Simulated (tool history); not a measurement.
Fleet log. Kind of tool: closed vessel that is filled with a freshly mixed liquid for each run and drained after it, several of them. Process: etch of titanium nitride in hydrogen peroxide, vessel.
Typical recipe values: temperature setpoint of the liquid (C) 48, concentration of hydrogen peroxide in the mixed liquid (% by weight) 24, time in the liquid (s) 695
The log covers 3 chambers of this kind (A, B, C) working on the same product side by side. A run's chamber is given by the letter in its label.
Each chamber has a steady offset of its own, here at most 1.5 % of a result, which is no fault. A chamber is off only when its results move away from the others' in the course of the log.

run,hour,temperature setpoint of the liquid (C),concentration of hydrogen peroxide in the mixed liquid (% by weight),time in the liquid (s),hours since the thermometer was replaced,hours since the peroxide flow meter was replaced,hours since the drum of peroxide was connected,"read-back film thickness of the titanium nitride reference wafer, read on the same gauge (nm)",thickness taken off the titanium nitride on a monitor wafer (Å)
1B,6.8,48,24,695,655.6,457.6,601.6,109.97,296.51
2A,15.1,48,24,695,2733.2,1077.8,582.4,110.01,292.3
3C,24.2,48,24,695,1557.5,1199.7,483.9,110.03,290.43
4B,30,48,24,695,678.8,480.8,624.8,110.01,295.22
5A,38,39.5,24,1045,2756.1,1100.7,605.3,110.01,229.07
6C,46.4,39.5,24,1045,1579.7,1221.9,506.1,109.99,229.93
7A,54.6,39.5,24,1045,2772.7,1117.3,621.9,109.98,229.03
8C,59.3,48,24,695,1592.6,1234.8,519,110.01,288.96
9B,63.5,48,24,695,712.3,514.3,658.3,110.01,296.93
10C,68.4,48,24,695,1601.7,1243.9,528.1,110.05,293.9
11B,75.7,48,24,695,724.5,526.5,670.5,109.95,294.81
12A,84,48,24,695,2802.1,1146.7,651.3,109.96,289.29
13C,89.8,48,24,695,1623.1,1265.3,549.5,110.04,290.76
# hour 94.6: chamber A: thermometer replaced
14B,96.1,48,24,695,744.9,546.9,690.9,110,295.3
15A,101.2,48,24,695,6.7,1163.9,668.5,110,290.47
16B,109.8,56.5,24,1080,758.6,560.6,704.6,110.01,854.86
# hour 114.8: chamber C: thermometer replaced
17C,117.6,56.5,24,1080,2.9,1293.1,577.3,110,838.16
18A,126.3,56.5,24,1080,31.8,1189,693.6,110.02,839.1
# hour 131.4: chamber B: new drum of peroxide connected
19A,134.1,56.5,24,695,39.6,1196.8,701.4,110.02,535.77
20C,142.7,56.5,24,695,28,1318.2,602.4,109.98,532.9
21B,150.5,56.5,24,695,799.3,601.3,19.2,110.02,537.51
22A,156.1,48,24,695,61.6,1218.8,723.4,109.97,291.88
23C,164.3,48,24,695,49.6,1339.8,624,109.98,292.34
24B,170.6,48,24,695,819.4,621.4,39.3,109.97,286.53
25A,177,48,27.5,315,82.5,1239.7,744.3,110.06,137.3
26C,182.6,48,27.5,315,67.9,1358.1,642.3,109.97,136.4
27B,188.5,48,27.5,315,837.3,639.3,57.2,109.95,133.72
28A,196.3,48,24,695,101.8,1259,763.6,110.01,289.67
29B,204.6,48,24,695,853.4,655.4,73.3,109.99,280.95
30C,212.6,48,24,695,97.9,1388.1,672.3,110,289.26
31A,218.3,48,24,695,123.8,1281,785.6,109.98,292.47
32B,227.1,48,24,695,875.9,677.9,95.8,109.96,283.72
33C,233,48,24,695,118.3,1408.5,692.7,109.99,292.04
34C,238.8,48,24,695,124.1,1414.3,698.5,109.96,292.01
35B,248.1,54,29.5,695,896.9,698.9,116.8,110.04,452.2
36A,256.4,54,29.5,695,161.9,1319.1,823.7,109.98,466.75
37A,264,54,29.5,695,169.5,1326.7,831.3,109.99,470.35
38B,271.6,48,24,695,920.4,722.4,140.3,110.04,273.39
39C,276.5,48,24,695,161.8,1452,736.2,110.01,291.08
40B,283.8,56,20,695,932.6,734.6,152.5,109.97,467.04
41C,290.9,56,20,695,176.2,1466.4,750.6,110,500.43
42A,296.6,56,20,695,202.1,1359.3,863.9,110,489.86
43C,300.8,48,24,695,186.1,1476.3,760.5,110,293.71

Is one chamber off against the others, does the gauge drift, or is nothing wrong? If a chamber is off, say which, and what the likeliest cause is.

It is chamber B that slowly wanders off from its peers.
Most likely cause: liquid colder than its thermometer reads (K) = 1.25.

Below are 4 candidate recipes for chamber B's next run, each the usual settings with a change, their results shown as question marks. Which of them brings B's results back in line with what the other chambers give on the usual settings?
A result is in line if it is within this distance of the other chambers' mean on the usual settings: thickness taken off the titanium nitride on a monitor wafer (Å) 7.9
44B-1,307.6,47.5,24,675,,,,,?
44B-2,307.6,48.5,24,720,,,,,?
44B-3,307.6,47,24,660,,,,,?
44B-4,307.6,49,24,730,,,,,?

What the other chambers average on the usual settings: thickness taken off the titanium nitride on a monitor wafer (Å) 291.25
run,thickness taken off the titanium nitride on a monitor wafer (Å)
44B-1,251.33
44B-2,288.81
44B-3,236.64
44B-4,303.98
With 44B-2, the chamber falls back in line with the rest.
